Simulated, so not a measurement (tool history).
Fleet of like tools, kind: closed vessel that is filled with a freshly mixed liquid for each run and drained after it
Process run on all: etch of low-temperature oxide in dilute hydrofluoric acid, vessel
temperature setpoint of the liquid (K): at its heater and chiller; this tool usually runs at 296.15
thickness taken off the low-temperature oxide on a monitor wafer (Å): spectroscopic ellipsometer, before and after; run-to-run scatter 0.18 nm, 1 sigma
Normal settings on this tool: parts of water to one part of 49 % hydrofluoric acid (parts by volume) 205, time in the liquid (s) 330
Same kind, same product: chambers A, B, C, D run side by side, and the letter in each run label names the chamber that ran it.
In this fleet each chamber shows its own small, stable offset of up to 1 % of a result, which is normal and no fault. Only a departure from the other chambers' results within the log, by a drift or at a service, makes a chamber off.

run	hour	temperature setpoint of the liquid (K)	parts of water to one part of 49 % hydrofluoric acid (parts by volume)	time in the liquid (s)	hours since the thermometer was replaced	hours since the hydrofluoric acid flow meter was replaced	read-back film thickness of the low-temperature oxide reference wafer, read on the same gauge (nm)	thickness taken off the low-temperature oxide on a monitor wafer (Å)
1A	3.9	296.15	205	330	12.8	1025.4	130	244.86
2D	8.3	296.15	205	330	939.8	1582.8	129.99	241.12
3B	11.1	296.15	205	330	1426.3	861.7	130	239.3
4C	15.9	296.15	205	330	551.8	206.5	130.03	241.68
5A	18.9	296.15	150	330	27.8	1040.4	129.99	357.01
6C	23.4	296.15	150	330	559.3	214	129.98	354.47
7B	25.8	296.15	150	330	1441	876.4	129.98	346.4
8D	30.1	296.15	150	330	961.6	1604.6	130	354.65
9C	34.7	296.15	205	330	570.6	225.3	130.01	244.12
10A	37	296.15	205	330	45.9	1058.5	129.97	241.66
11D	39.6	296.15	205	330	971.1	1614.1	130	246.72
12B	42.4	296.15	205	330	1457.6	893	130.01	241.6
13B	45.7	296.15	205	330	1460.9	896.3	130.05	240.71
14C	50.3	296.15	240	330	586.2	240.9	130	202.64
15D	55	296.15	240	330	986.5	1629.5	129.99	200.21
16A	59	296.15	240	330	67.9	1080.5	130.01	204.13
17B	62	296.15	240	330	1477.2	912.6	129.97	196.78
18C	65.3	296.15	205	330	601.2	255.9	129.98	251.1
19D	67.6	296.15	205	330	999.1	1642.1	130	243.55
20A	71.3	296.15	205	330	80.2	1092.8	130	245.66
21C	74.7	294.65	270	330	610.6	265.3	130	169.33
22D	79.5	294.65	270	330	1011	1654	129.98	163.39
23B	83.4	294.65	270	330	1498.6	934	129.98	162.7
24A	86.8	294.65	270	330	95.7	1108.3	129.99	163.59
25B	90.1	300.15	205	330	1505.3	940.7	129.94	275.42
26D	92.3	300.15	205	330	1023.8	1666.8	130	280.01

Is one chamber out of step, is the gauge drifting, or do the chambers differ by no more than their own small offsets? For an off chamber, give its letter and the likeliest cause.

One chamber, C, drifts off from the rest bit by bit.
Most likely cause: liquid hotter than its thermometer reads (K) = 1.8.
The log may not separate it from: hydrofluoric acid flow above the setpoint (%).

Here are 4 candidates for chamber C's next run, each the usual settings with a change, their results left as question marks. Which one brings its results back in line with what the others give on the usual settings?
To be in line, a result may differ from the other chambers' mean on the usual settings by at most: thickness taken off the low-temperature oxide on a monitor wafer (Å) 6.1
27C-1	95.8	296.15	215	330				?
27C-2	95.8	296.15	195	330				?
27C-3	95.8	296.15	205	325				?
27C-4	95.8	296.65	205	330				?

On the usual settings, the other chambers give on average: thickness taken off the low-temperature oxide on a monitor wafer (Å) 242.48
run	thickness taken off the low-temperature oxide on a monitor wafer (Å)
27C-1	243.82
27C-2	274.45
27C-3	254.45
27C-4	263.21
The answer is 27C-1, which returns the chamber to within the allowed miss of the others.

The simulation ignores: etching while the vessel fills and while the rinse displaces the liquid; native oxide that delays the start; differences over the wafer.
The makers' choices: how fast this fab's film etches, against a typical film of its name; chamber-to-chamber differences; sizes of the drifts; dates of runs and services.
